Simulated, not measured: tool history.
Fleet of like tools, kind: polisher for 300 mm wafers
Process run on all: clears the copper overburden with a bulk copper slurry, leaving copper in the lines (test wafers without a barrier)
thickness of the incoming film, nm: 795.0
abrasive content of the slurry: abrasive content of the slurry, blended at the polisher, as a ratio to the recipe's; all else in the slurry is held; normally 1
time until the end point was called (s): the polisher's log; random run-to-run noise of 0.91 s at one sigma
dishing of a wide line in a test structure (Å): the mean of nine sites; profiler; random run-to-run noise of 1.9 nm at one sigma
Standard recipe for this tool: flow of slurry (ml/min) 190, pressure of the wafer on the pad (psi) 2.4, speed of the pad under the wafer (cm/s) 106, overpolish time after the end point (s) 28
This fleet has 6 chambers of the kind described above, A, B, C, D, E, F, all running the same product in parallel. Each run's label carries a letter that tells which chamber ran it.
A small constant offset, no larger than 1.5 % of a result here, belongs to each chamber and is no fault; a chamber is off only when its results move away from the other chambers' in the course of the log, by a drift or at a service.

run	hour	flow of slurry (ml/min)	pressure of the wafer on the pad (psi)	speed of the pad under the wafer (cm/s)	abrasive content of the slurry	overpolish time after the end point (s)	wafers polished on this pad	hours since the slurry nozzle was cleaned	hours since the head pressure was calibrated	hours since the slurry blender was calibrated	time until the end point was called (s)	dishing of a wide line in a test structure (Å)
# hour 1.5: chamber F: head pressure recalibrated
1F	7.8	190	2.4	106	1	28	748	246.4	6.4	96.1	101.1	860.06
# hour 9.9: chamber B: slurry nozzle cleaned
2D	23.3	190	2.4	106	1	28	308	576.3	353.5	160.2	101.22	868.8
# hour 24.8: chamber A: slurry blender recalibrated
3A	37.1	190	2.4	106	1	28	485	550.6	725.2	12.3	100.32	885.9
# hour 49.8: chamber C: slurry blender recalibrated
# hour 51.9: chamber F: slurry nozzle cleaned
4C	51.9	190	2.4	106	1	28	801	208.8	529.6	2.1	98.824	868.33
5E	61.5	190	2.4	106	1	28	798	369.4	342.2	135.3	100.28	846.99
# hour 66.5: chamber D: slurry blender recalibrated
# hour 70.9: chamber B: worn pad replaced by a new one
6B	76.1	190	2.4	106	1	28	23	66.3	471.7	106.5	100.1	829.56
7D	83.1	190	2.4	106	1	28	576	636.1	413.3	16.7	101.42	831.76
# hour 88.1: chamber D: worn pad replaced by a new one
# hour 97.1: chamber C: worn pad replaced by a new one
8E	98.1	190	2.4	106	1	28	962	406	378.8	171.9	99.388	849.88
# hour 99.8: chamber C: slurry nozzle cleaned
# hour 104.6: chamber E: slurry blender recalibrated
9F	107.6	190	2.4	106	1	28	1194	55.8	106.2	195.9	98.972	854.87
# hour 109.6: chamber F: worn pad replaced by a new one
# hour 114.1: chamber E: head pressure recalibrated
10A	117.1	190	2.4	106	1	28	842	630.6	805.2	92.3	99.672	827.37
# hour 126.1: chamber E: worn pad replaced by a new one
11B	129.4	190	2.4	106	1	28	261	119.6	525	159.8	99.635	893.46
# hour 139.2: chamber B: slurry blender recalibrated
12C	143.4	250	2.1	106	1	28	207	43.6	621.1	93.6	110.33	786.1
13E	158.2	250	2.1	106	1	28	143	466.1	44.2	53.6	110.93	780.41
14A	165.7	250	2.1	106	1	28	1060	679.2	853.8	140.9	110.76	775.38
# hour 170.7: chamber A: worn pad replaced by a new one
15B	180	250	2.1	106	1	28	488	170.2	575.6	40.9	111.02	793.37
# hour 184: chamber B: head pressure recalibrated
# hour 193.7: chamber D: slurry nozzle cleaned
16F	194.5	250	2.1	106	1	28	380	142.7	193.1	282.8	110.07	793.67
# hour 201.3: chamber A: slurry blender recalibrated
17C	205.3	250	2.1	106	1	28	484	105.5	683	155.5	109.91	844.06
# hour 213.7: chamber D: worn pad replaced by a new one
18D	219.6	190	2.4	106	1	28	26	26	549.8	153.2	100.7	853.48
# hour 226.6: chamber C: slurry blender recalibrated
19B	227.4	190	2.4	106	1	28	700	217.6	43.4	88.3	100.98	838.01
20D	239	190	2.4	106	1	28	113	45.4	569.2	172.6	100.18	823.38
# hour 244: chamber D: slurry blender recalibrated
# hour 250.7: chamber E: slurry blender recalibrated
21C	250.9	190	2.4	106	1	28	688	151.1	728.6	24.3	98.368	856.38
# hour 259.4: chamber F: slurry blender recalibrated
22E	260	190	2.4	106	1	28	598	567.9	146	9.3	102.07	849.32
23A	270.6	190	2.4	106	1	28	446	784.1	958.7	69.4	100.81	863.73
# hour 273.9: chamber B: worn pad replaced by a new one
# hour 281.4: chamber E: slurry nozzle cleaned
24F	286.2	190	2.4	106	1	28	790	234.4	284.8	26.8	102.03	874.78
25C	298.4	190	2.4	106	1	28	900	198.6	776.1	71.8	99.712	849.52
# hour 300.2: chamber C: worn pad replaced by a new one
# hour 303.4: chamber B: slurry blender recalibrated
26F	307.2	190	2.4	106	1	28	884	255.4	305.8	47.8	99.896	851.97
# hour 318.7: chamber A: head pressure recalibrated
# hour 321.3: chamber A: slurry nozzle cleaned
27B	322.1	190	2.4	106	1	28	215	312.3	138.1	18.8	100.95	880.98
28A	330	190	2.4	106	1	28	712	8.8	11.3	128.8	101.06	855.23
29E	337.9	190	2.4	106	1	28	947	56.5	223.9	87.2	101.12	829.1
# hour 350.4: chamber F: worn pad replaced by a new one
30D	351.2	190	2.4	106	1	28	615	157.6	681.4	107.2	99.943	832.29
# hour 351.6: chamber D: worn pad replaced by a new one
# hour 359: chamber A: slurry blender recalibrated
31B	365.7	190	2.4	106	1	28	410	355.9	181.7	62.4	102.99	835.23
# hour 369.8: chamber E: worn pad replaced by a new one
32F	379	190	2.4	106	1	28	128	327.2	377.6	119.6	101.63	882.69
# hour 383.5: chamber C: slurry blender recalibrated
33E	389.9	190	3.2	106	1	28	90	108.5	275.9	139.2	75.395	1008.9
34C	404.6	190	3.2	106	1	28	467	304.8	882.3	21.2	74.163	973.78
35A	414.3	190	3.2	106	1	28	1089	93.1	95.6	55.4	75.434	951.72
36D	426.6	190	3.2	106	1	28	335	233	756.8	182.6	75.254	1006.9

Which is it: a chamber that has drifted or been left off by a service, a gauge drift common to all chambers, or only each chamber's usual small offset? If a chamber is off, name it and its likeliest cause.

Neither any chamber nor the gauge drifts; the chambers differ only by their own small, steady offsets.

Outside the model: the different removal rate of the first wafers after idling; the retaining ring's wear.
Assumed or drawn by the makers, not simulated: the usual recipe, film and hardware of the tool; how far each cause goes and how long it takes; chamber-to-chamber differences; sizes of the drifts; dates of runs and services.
